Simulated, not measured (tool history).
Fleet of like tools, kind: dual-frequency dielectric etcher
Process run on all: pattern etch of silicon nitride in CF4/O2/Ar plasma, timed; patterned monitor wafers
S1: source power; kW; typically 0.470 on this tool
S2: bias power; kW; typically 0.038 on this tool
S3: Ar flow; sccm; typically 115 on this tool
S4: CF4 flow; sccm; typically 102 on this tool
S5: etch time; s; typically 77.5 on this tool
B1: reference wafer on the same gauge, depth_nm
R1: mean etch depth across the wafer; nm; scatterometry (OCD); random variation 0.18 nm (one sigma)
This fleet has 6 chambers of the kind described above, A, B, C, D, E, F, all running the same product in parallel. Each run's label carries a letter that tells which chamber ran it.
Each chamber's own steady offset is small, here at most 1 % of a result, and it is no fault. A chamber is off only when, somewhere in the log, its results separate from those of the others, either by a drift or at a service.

run	hour	S1	S2	S3	S4	S5	B1	R1
# hour 10.1: chamber F: wet clean of the chamber
1B	10.1	0.470	0.038	115	102	77.5	129.01	124.14
2E	16.9	0.470	0.038	115	102	77.5	129.04	123.48
3F	22.0	0.470	0.038	115	102	77.5	129.04	124.73
4C	29.5	0.470	0.038	115	102	77.5	129.05	125.31
5D	39.9	0.470	0.038	115	102	77.5	129.10	124.37
6A	49.5	0.470	0.038	115	102	77.5	129.13	124.63
7A	54.7	0.470	0.038	115	102	77.5	129.15	124.36
8F	65.2	0.470	0.038	115	102	77.5	129.18	124.89
9E	74.0	0.470	0.038	115	102	77.5	129.24	123.59
10C	79.0	0.470	0.038	115	102	77.5	129.21	125.41
11D	88.7	0.470	0.038	115	102	77.5	129.26	124.68
# hour 91.4: chamber C: bias power generator calibrated
12B	96.6	0.470	0.038	126	102	90.5	129.29	143.36
# hour 105.3: chamber B: wet clean of the chamber
13E	105.3	0.470	0.038	126	102	90.5	129.31	142.55
14C	112.4	0.470	0.038	126	102	90.5	129.28	144.05
15B	118.0	0.470	0.038	126	102	90.5	129.29	143.87
# hour 122.8: chamber C: wet clean of the chamber
16D	126.9	0.470	0.038	126	102	90.5	129.33	143.61
# hour 129.5: chamber F: source power generator calibrated
17A	132.0	0.470	0.038	126	102	90.5	129.37	143.40
18F	140.8	0.470	0.044	115	102	96.0	129.42	163.52
# hour 141.3: chamber C: source power generator calibrated
19B	147.7	0.470	0.044	115	102	96.0	129.46	163.19
20F	157.8	0.470	0.044	115	102	96.0	129.47	163.31
# hour 164.1: chamber E: wet clean of the chamber
21C	168.2	0.470	0.044	115	102	96.0	129.42	163.95
22E	176.2	0.470	0.044	115	102	96.0	129.47	161.70
23A	183.2	0.470	0.044	115	102	96.0	129.51	162.69
24D	189.4	0.470	0.038	115	102	77.5	129.54	124.75
25D	198.7	0.470	0.038	115	117	77.5	129.50	127.52
26B	206.5	0.470	0.038	115	117	77.5	129.53	126.86
27A	212.7	0.470	0.038	115	117	77.5	129.58	127.38
# hour 215.6: chamber A: wet clean of the chamber
28E	219.3	0.470	0.038	115	117	77.5	129.58	126.39
29C	226.2	0.470	0.038	115	117	77.5	129.60	128.09
30F	232.2	0.470	0.038	115	117	77.5	129.61	127.20
31D	239.2	0.470	0.038	115	102	77.5	129.66	124.64
32B	246.5	0.470	0.038	115	102	77.5	129.68	124.97
33E	255.4	0.470	0.038	115	102	77.5	129.66	124.11
# hour 259.7: chamber F: bias power generator calibrated
34F	261.1	0.470	0.038	115	86	69.5	129.72	109.59
35C	267.5	0.470	0.038	115	86	69.5	129.76	109.96
36A	273.4	0.470	0.038	115	86	69.5	129.72	109.62

Next, all 6 chambers run the settings below, one line each with question marks for the results. What does each chamber give?
37A	280.9	0.470	0.038	115	102	77.5		?
37B	280.9	0.470	0.038	115	102	77.5		?
37C	280.9	0.470	0.038	115	102	77.5		?
37D	280.9	0.470	0.038	115	102	77.5		?
37E	280.9	0.470	0.038	115	102	77.5		?
37F	280.9	0.470	0.038	115	102	77.5		?

run	R1
37A	125.35
37B	124.88
37C	125.96
37D	124.79
37E	124.18
37F	125.03
